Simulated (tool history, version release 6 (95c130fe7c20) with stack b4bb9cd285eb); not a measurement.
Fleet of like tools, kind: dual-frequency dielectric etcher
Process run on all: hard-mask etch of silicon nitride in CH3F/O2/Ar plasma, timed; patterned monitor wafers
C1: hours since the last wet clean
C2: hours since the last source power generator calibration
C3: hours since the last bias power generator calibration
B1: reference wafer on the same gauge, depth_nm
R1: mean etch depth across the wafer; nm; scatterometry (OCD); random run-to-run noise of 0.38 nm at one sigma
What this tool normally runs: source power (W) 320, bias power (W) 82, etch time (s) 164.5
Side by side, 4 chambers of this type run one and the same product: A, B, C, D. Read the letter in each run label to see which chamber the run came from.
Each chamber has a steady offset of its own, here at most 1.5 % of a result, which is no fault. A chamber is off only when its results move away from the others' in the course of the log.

{"run": "1B", "hour": 4.5, "source power (W)": 320, "bias power (W)": 82, "etch time (s)": 164.5, "C1": 139.3, "C2": 1216, "C3": 3561.4, "B1": 120.08, "R1": 112.07}
{"run": "2D", "hour": 11.0, "source power (W)": 320, "bias power (W)": 82, "etch time (s)": 164.5, "C1": 129.8, "C2": 1634.5, "C3": 536, "B1": 119.97, "R1": 110.09}
{"run": "3C", "hour": 16.3, "source power (W)": 320, "bias power (W)": 82, "etch time (s)": 164.5, "C1": 186.2, "C2": 396.1, "C3": 1141.5, "B1": 119.99, "R1": 111.46}
{"run": "4A", "hour": 22.5, "source power (W)": 320, "bias power (W)": 82, "etch time (s)": 164.5, "C1": 300, "C2": 1490.1, "C3": 868.3, "B1": 119.9, "R1": 111.35}
{"run": "5A", "hour": 26.2, "source power (W)": 320, "bias power (W)": 82, "etch time (s)": 164.5, "C1": 303.7, "C2": 1493.8, "C3": 872, "B1": 120.02, "R1": 110.66}
{"run": "6D", "hour": 30.9, "source power (W)": 320, "bias power (W)": 82, "etch time (s)": 164.5, "C1": 149.7, "C2": 1654.4, "C3": 555.9, "B1": 119.98, "R1": 110.22}
{"run": "7B", "hour": 34.9, "source power (W)": 320, "bias power (W)": 82, "etch time (s)": 164.5, "C1": 169.7, "C2": 1246.4, "C3": 3591.8, "B1": 120.02, "R1": 112.58}
{"run": "8C", "hour": 41.1, "source power (W)": 320, "bias power (W)": 82, "etch time (s)": 164.5, "C1": 211, "C2": 420.9, "C3": 1166.3, "B1": 120.02, "R1": 111.17}
{"run": "9A", "hour": 44.2, "source power (W)": 320, "bias power (W)": 82, "etch time (s)": 164.5, "C1": 321.7, "C2": 1511.8, "C3": 890, "B1": 120.07, "R1": 112.01}
{"run": "10B", "hour": 50.6, "source power (W)": 320, "bias power (W)": 82, "etch time (s)": 164.5, "C1": 185.4, "C2": 1262.1, "C3": 3607.5, "B1": 120.02, "R1": 111.68}
{"run": "11C", "hour": 56.3, "source power (W)": 370, "bias power (W)": 97, "etch time (s)": 164.5, "C1": 226.2, "C2": 436.1, "C3": 1181.5, "B1": 119.99, "R1": 125.2}
{"run": "12D", "hour": 62.3, "source power (W)": 370, "bias power (W)": 97, "etch time (s)": 164.5, "C1": 181.1, "C2": 1685.8, "C3": 587.3, "B1": 120.05, "R1": 123.35}
{"run": "13D", "hour": 67.2, "source power (W)": 370, "bias power (W)": 97, "etch time (s)": 164.5, "C1": 186, "C2": 1690.7, "C3": 592.2, "B1": 120.07, "R1": 123.63}
{"run": "14B", "hour": 72.2, "source power (W)": 370, "bias power (W)": 97, "etch time (s)": 164.5, "C1": 207, "C2": 1283.7, "C3": 3629.1, "B1": 119.97, "R1": 125.61}
{"run": "15C", "hour": 76.9, "source power (W)": 320, "bias power (W)": 82, "etch time (s)": 164.5, "C1": 246.8, "C2": 456.7, "C3": 1202.1, "B1": 120.08, "R1": 112.07}
{"run": "16A", "hour": 80.5, "source power (W)": 320, "bias power (W)": 82, "etch time (s)": 164.5, "C1": 358, "C2": 1548.1, "C3": 926.3, "B1": 119.88, "R1": 112.09}
{"run": "17D", "hour": 83.8, "source power (W)": 320, "bias power (W)": 82, "etch time (s)": 164.5, "C1": 202.6, "C2": 1707.3, "C3": 608.8, "B1": 120.02, "R1": 109.91}
{"run": "18A", "hour": 86.8, "source power (W)": 320, "bias power (W)": 82, "etch time (s)": 164.5, "C1": 364.3, "C2": 1554.4, "C3": 932.6, "B1": 119.97, "R1": 112.71}
{"run": "19C", "hour": 91.8, "source power (W)": 320, "bias power (W)": 82, "etch time (s)": 164.5, "C1": 261.7, "C2": 471.6, "C3": 1217, "B1": 119.98, "R1": 111.32}
{"run": "20B", "hour": 96.7, "source power (W)": 320, "bias power (W)": 82, "etch time (s)": 164.5, "C1": 231.5, "C2": 1308.2, "C3": 3653.6, "B1": 119.96, "R1": 111.7}
{"run": "21A", "hour": 100.4, "source power (W)": 320, "bias power (W)": 82, "etch time (s)": 164.5, "C1": 377.9, "C2": 1568, "C3": 946.2, "B1": 120.01, "R1": 113.41}
{"run": "22C", "hour": 106.9, "source power (W)": 320, "bias power (W)": 82, "etch time (s)": 164.5, "C1": 276.8, "C2": 486.7, "C3": 1232.1, "B1": 120.02, "R1": 110.99}
{"run": "23D", "hour": 113.1, "source power (W)": 320, "bias power (W)": 82, "etch time (s)": 164.5, "C1": 231.9, "C2": 1736.6, "C3": 638.1, "B1": 119.99, "R1": 110.04}
{"run": "24B", "hour": 119.6, "source power (W)": 320, "bias power (W)": 82, "etch time (s)": 164.5, "C1": 254.4, "C2": 1331.1, "C3": 3676.5, "B1": 120.09, "R1": 111.63}
{"run": "25D", "hour": 126.2, "source power (W)": 320, "bias power (W)": 82, "etch time (s)": 164.5, "C1": 245, "C2": 1749.7, "C3": 651.2, "B1": 119.96, "R1": 110.83}
{"run": "26B", "hour": 130.9, "source power (W)": 320, "bias power (W)": 82, "etch time (s)": 164.5, "C1": 265.7, "C2": 1342.4, "C3": 3687.8, "B1": 120.02, "R1": 111.7}
{"run": "27A", "hour": 136.5, "source power (W)": 320, "bias power (W)": 82, "etch time (s)": 164.5, "C1": 414, "C2": 1604.1, "C3": 982.3, "B1": 120, "R1": 114.26}
{"run": "28C", "hour": 140.2, "source power (W)": 320, "bias power (W)": 82, "etch time (s)": 164.5, "C1": 310.1, "C2": 520, "C3": 1265.4, "B1": 119.99, "R1": 111.7}
{"run": "29C", "hour": 143.7, "source power (W)": 320, "bias power (W)": 82, "etch time (s)": 164.5, "C1": 313.6, "C2": 523.5, "C3": 1268.9, "B1": 119.94, "R1": 112.12}
{"run": "30A", "hour": 149.3, "source power (W)": 320, "bias power (W)": 82, "etch time (s)": 164.5, "C1": 426.8, "C2": 1616.9, "C3": 995.1, "B1": 120.07, "R1": 115.24}
{"run": "31B", "hour": 155.8, "source power (W)": 270, "bias power (W)": 93, "etch time (s)": 164.5, "C1": 290.6, "C2": 1367.3, "C3": 3712.7, "B1": 119.87, "R1": 109.81}
{"run": "32D", "hour": 159.6, "source power (W)": 270, "bias power (W)": 93, "etch time (s)": 164.5, "C1": 278.4, "C2": 1783.1, "C3": 684.6, "B1": 119.91, "R1": 107.65}
{"run": "33A", "hour": 162.6, "source power (W)": 270, "bias power (W)": 93, "etch time (s)": 164.5, "C1": 440.1, "C2": 1630.2, "C3": 1008.4, "B1": 119.99, "R1": 113.9}
{"run": "34B", "hour": 165.5, "source power (W)": 270, "bias power (W)": 93, "etch time (s)": 164.5, "C1": 300.3, "C2": 1377, "C3": 3722.4, "B1": 119.97, "R1": 109.97}
{"run": "35D", "hour": 169.8, "source power (W)": 320, "bias power (W)": 82, "etch time (s)": 164.5, "C1": 288.6, "C2": 1793.3, "C3": 694.8, "B1": 120.14, "R1": 110.55}
{"run": "36C", "hour": 176.3, "source power (W)": 320, "bias power (W)": 82, "etch time (s)": 164.5, "C1": 346.2, "C2": 556.1, "C3": 1301.5, "B1": 119.99, "R1": 111.13}

Read the log: is a single chamber off, either drifting away or since a service, is the gauge that measures every chamber drifting, or is nothing wrong beyond small per-chamber offsets? Name any odd chamber and what most likely caused it.

One chamber, A, drifts off from the rest bit by bit.
Cause: etch rate over this chamber's usual, % = 4.41.

Below are 4 candidate recipes for chamber A's next run, each the usual settings with a change, their results shown as question marks. Which of them brings A's results back in line with what the other chambers give on the usual settings?
A result is in line if it is within this distance of the other chambers' mean on the usual settings: R1 1.3 nm
{"run": "37A-1", "hour": 181.2, "source power (W)": 320, "bias power (W)": 82, "etch time (s)": 161, "R1": "?"}
{"run": "37A-2", "hour": 181.2, "source power (W)": 320, "bias power (W)": 81, "etch time (s)": 158.5, "R1": "?"}
{"run": "37A-3", "hour": 181.2, "source power (W)": 320, "bias power (W)": 82, "etch time (s)": 167.5, "R1": "?"}
{"run": "37A-4", "hour": 181.2, "source power (W)": 320, "bias power (W)": 83, "etch time (s)": 171, "R1": "?"}

Average result of the remaining chambers running the usual settings: R1 111.27 nm
run=37A-1 R1=113.55
run=37A-2 R1=111.3
run=37A-3 R1=118.14
run=37A-4 R1=121.14
37A-2 puts the chamber back in line with the other chambers.

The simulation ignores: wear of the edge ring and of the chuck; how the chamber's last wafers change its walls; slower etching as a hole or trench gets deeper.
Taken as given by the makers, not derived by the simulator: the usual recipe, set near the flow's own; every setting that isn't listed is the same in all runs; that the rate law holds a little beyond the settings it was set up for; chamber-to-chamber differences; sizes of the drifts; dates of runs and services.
